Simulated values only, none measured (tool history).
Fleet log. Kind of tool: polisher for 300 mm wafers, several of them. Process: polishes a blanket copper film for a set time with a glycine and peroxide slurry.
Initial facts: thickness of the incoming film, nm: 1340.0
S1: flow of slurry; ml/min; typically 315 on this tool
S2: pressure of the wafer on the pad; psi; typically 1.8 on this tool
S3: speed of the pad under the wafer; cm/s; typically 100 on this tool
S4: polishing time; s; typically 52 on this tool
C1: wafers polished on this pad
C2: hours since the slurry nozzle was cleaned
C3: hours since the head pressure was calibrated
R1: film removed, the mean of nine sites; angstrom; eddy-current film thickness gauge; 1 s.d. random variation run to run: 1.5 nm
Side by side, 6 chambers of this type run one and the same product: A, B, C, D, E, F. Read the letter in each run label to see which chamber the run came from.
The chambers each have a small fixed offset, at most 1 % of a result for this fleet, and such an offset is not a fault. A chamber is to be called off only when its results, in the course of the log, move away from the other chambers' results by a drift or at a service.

-- hour=3.8 chamber A: worn pad replaced by a new one
run 1E hour=8.3 | S1=315 S2=1.8 S3=100 S4=52 | C1=1276 C2=413.2 C3=1150.3 | R1=1726.9
-- hour=9.8 chamber E: worn pad replaced by a new one
-- hour=12.9 chamber D: worn pad replaced by a new one
run 2D hour=13.4 | S1=315 S2=1.8 S3=100 S4=52 | C1=6 C2=168.6 C3=1105.4 | R1=1717
run 3B hour=22.2 | S1=315 S2=1.8 S3=100 S4=52 | C1=1030 C2=443.1 C3=336.1 | R1=1686.1
run 4C hour=26.7 | S1=315 S2=1.8 S3=100 S4=52 | C1=419 C2=267 C3=231.4 | R1=1749
run 5A hour=35.5 | S1=315 S2=1.8 S3=100 S4=52 | C1=402 C2=60.6 C3=1057.6 | R1=1760.3
-- hour=37.6 chamber B: worn pad replaced by a new one
run 6F hour=41.1 | S1=315 S2=1.8 S3=100 S4=52 | C1=1115 C2=673.9 C3=473.1 | R1=1707.9
-- hour=42.1 chamber C: worn pad replaced by a new one
run 7A hour=49.4 | S1=315 S2=1.8 S3=100 S4=52 | C1=578 C2=74.5 C3=1071.5 | R1=1745.2
-- hour=50.2 chamber A: head pressure recalibrated
-- hour=52.5 chamber A: worn pad replaced by a new one
-- hour=57.5 chamber F: worn pad replaced by a new one
run 8B hour=57.9 | S1=315 S2=1.8 S3=100 S4=52 | C1=258 C2=478.8 C3=371.8 | R1=1708.8
run 9C hour=61.9 | S1=315 S2=1.8 S3=100 S4=52 | C1=251 C2=302.2 C3=266.6 | R1=1735.4
run 10E hour=68.7 | S1=315 S2=1.8 S3=100 S4=52 | C1=747 C2=473.6 C3=1210.7 | R1=1713.4
-- hour=68.8 chamber D: worn pad replaced by a new one
run 11D hour=74.5 | S1=315 S2=1.8 S3=100 S4=52 | C1=73 C2=229.7 C3=1166.5 | R1=1724.6
run 12F hour=79.1 | S1=315 S2=1.8 S3=100 S4=52 | C1=274 C2=711.9 C3=511.1 | R1=1722.1
run 13F hour=83.4 | S1=315 S2=1.8 S3=100 S4=52 | C1=328 C2=716.2 C3=515.4 | R1=1735.8
-- hour=87.6 chamber C: worn pad replaced by a new one
run 14E hour=90.6 | S1=315 S2=1.8 S3=100 S4=52 | C1=1025 C2=495.5 C3=1232.6 | R1=1721.7
run 15A hour=98.8 | S1=275 S2=1.8 S3=100 S4=52 | C1=587 C2=123.9 C3=48.6 | R1=1703.2
-- hour=100.6 chamber E: worn pad replaced by a new one
-- hour=103.5 chamber A: worn pad replaced by a new one
run 16C hour=104.1 | S1=275 S2=1.8 S3=100 S4=52 | C1=209 C2=344.4 C3=308.8 | R1=1717.1
run 17B hour=108.4 | S1=275 S2=1.8 S3=100 S4=52 | C1=898 C2=529.3 C3=422.3 | R1=1707.5
run 18D hour=116.3 | S1=275 S2=1.8 S3=100 S4=52 | C1=603 C2=271.5 C3=1208.3 | R1=1711
run 19C hour=121.8 | S1=275 S2=1.8 S3=100 S4=52 | C1=433 C2=362.1 C3=326.5 | R1=1698.3
-- hour=122.3 chamber D: worn pad replaced by a new one
run 20E hour=126.7 | S1=275 S2=1.8 S3=100 S4=52 | C1=331 C2=531.6 C3=1268.7 | R1=1697.7
run 21A hour=131.9 | S1=315 S2=1.8 S3=100 S4=52 | C1=361 C2=157 C3=81.7 | R1=1745.2
-- hour=134.5 chamber B: worn pad replaced by a new one
run 22B hour=137.9 | S1=315 S2=1.8 S3=100 S4=52 | C1=43 C2=558.8 C3=451.8 | R1=1718.5
-- hour=140.5 chamber C: worn pad replaced by a new one
run 23D hour=143.3 | S1=315 S2=1.8 S3=100 S4=52 | C1=267 C2=298.5 C3=1235.3 | R1=1722.7
-- hour=145.6 chamber B: slurry nozzle cleaned
-- hour=147.3 chamber A: worn pad replaced by a new one
run 24F hour=148.1 | S1=315 S2=1.8 S3=100 S4=52 | C1=1149 C2=780.9 C3=580.1 | R1=1731.1
run 25E hour=152.2 | S1=315 S2=1.8 S3=100 S4=52 | C1=654 C2=557.1 C3=1294.2 | R1=1717.7
run 26B hour=156 | S1=315 S2=1.8 S3=100 S4=52 | C1=273 C2=10.5 C3=469.9 | R1=1726.4
-- hour=157.2 chamber F: worn pad replaced by a new one
-- hour=158.9 chamber D: head pressure recalibrated
run 27D hour=161.6 | S1=315 S2=1.8 S3=100 S4=52 | C1=499 C2=316.8 C3=2.8 | R1=1887.6
run 28A hour=168.7 | S1=315 S2=1.8 S3=100 S4=52 | C1=272 C2=193.8 C3=118.5 | R1=1727.1
run 29F hour=173.6 | S1=315 S2=1.8 S3=100 S4=52 | C1=208 C2=806.4 C3=605.6 | R1=1734.7
-- hour=177.4 chamber D: worn pad replaced by a new one
run 30C hour=178.2 | S1=315 S2=1.8 S3=100 S4=52 | C1=478 C2=418.5 C3=382.9 | R1=1714.3
-- hour=183.9 chamber C: worn pad replaced by a new one
run 31C hour=186 | S1=315 S2=1.8 S3=100 S4=41 | C1=27 C2=426.3 C3=390.7 | R1=1369.6
-- hour=191.5 chamber A: worn pad replaced by a new one
run 32B hour=192.7 | S1=315 S2=1.8 S3=100 S4=41 | C1=738 C2=47.2 C3=506.6 | R1=1371.9
run 33D hour=197.8 | S1=315 S2=1.8 S3=100 S4=41 | C1=258 C2=353 C3=39 | R1=1466.9
run 34F hour=202.8 | S1=315 S2=1.8 S3=100 S4=41 | C1=578 C2=835.6 C3=634.8 | R1=1384.6
-- hour=204.8 chamber E: worn pad replaced by a new one
run 35A hour=210.3 | S1=315 S2=1.8 S3=100 S4=41 | C1=239 C2=235.4 C3=160.1 | R1=1365.8
run 36E hour=217.5 | S1=315 S2=1.8 S3=100 S4=41 | C1=162 C2=622.4 C3=1359.5 | R1=1387.5
run 37E hour=221.7 | S1=315 S2=1.8 S3=100 S4=52 | C1=215 C2=626.6 C3=1363.7 | R1=1726.2
-- hour=223.2 chamber D: worn pad replaced by a new one
run 38A hour=225.7 | S1=315 S2=1.8 S3=100 S4=52 | C1=434 C2=250.8 C3=175.5 | R1=1748.3
-- hour=226.4 chamber F: slurry nozzle cleaned
run 39D hour=231.1 | S1=315 S2=1.8 S3=100 S4=52 | C1=101 C2=386.3 C3=72.3 | R1=1873.6
run 40B hour=238.3 | S1=315 S2=1.8 S3=100 S4=52 | C1=1316 C2=92.8 C3=552.2 | R1=1724.5
run 41F hour=246.1 | S1=315 S2=1.8 S3=100 S4=52 | C1=1128 C2=19.8 C3=678.1 | R1=1738.1

Predict what each chamber gives when all 6 of them run the settings below next.
run 42A hour=252.4 | S1=315 S2=2.3 S3=100 S4=52 | R1=?
run 42B hour=252.4 | S1=315 S2=2.3 S3=100 S4=52 | R1=?
run 42C hour=252.4 | S1=315 S2=2.3 S3=100 S4=52 | R1=?
run 42D hour=252.4 | S1=315 S2=2.3 S3=100 S4=52 | R1=?
run 42E hour=252.4 | S1=315 S2=2.3 S3=100 S4=52 | R1=?
run 42F hour=252.4 | S1=315 S2=2.3 S3=100 S4=52 | R1=?

run=42A R1=2107.6
run=42B R1=2064.4
run=42C R1=2094
run=42D R1=2269.7
run=42E R1=2127.2
run=42F R1=2084.7

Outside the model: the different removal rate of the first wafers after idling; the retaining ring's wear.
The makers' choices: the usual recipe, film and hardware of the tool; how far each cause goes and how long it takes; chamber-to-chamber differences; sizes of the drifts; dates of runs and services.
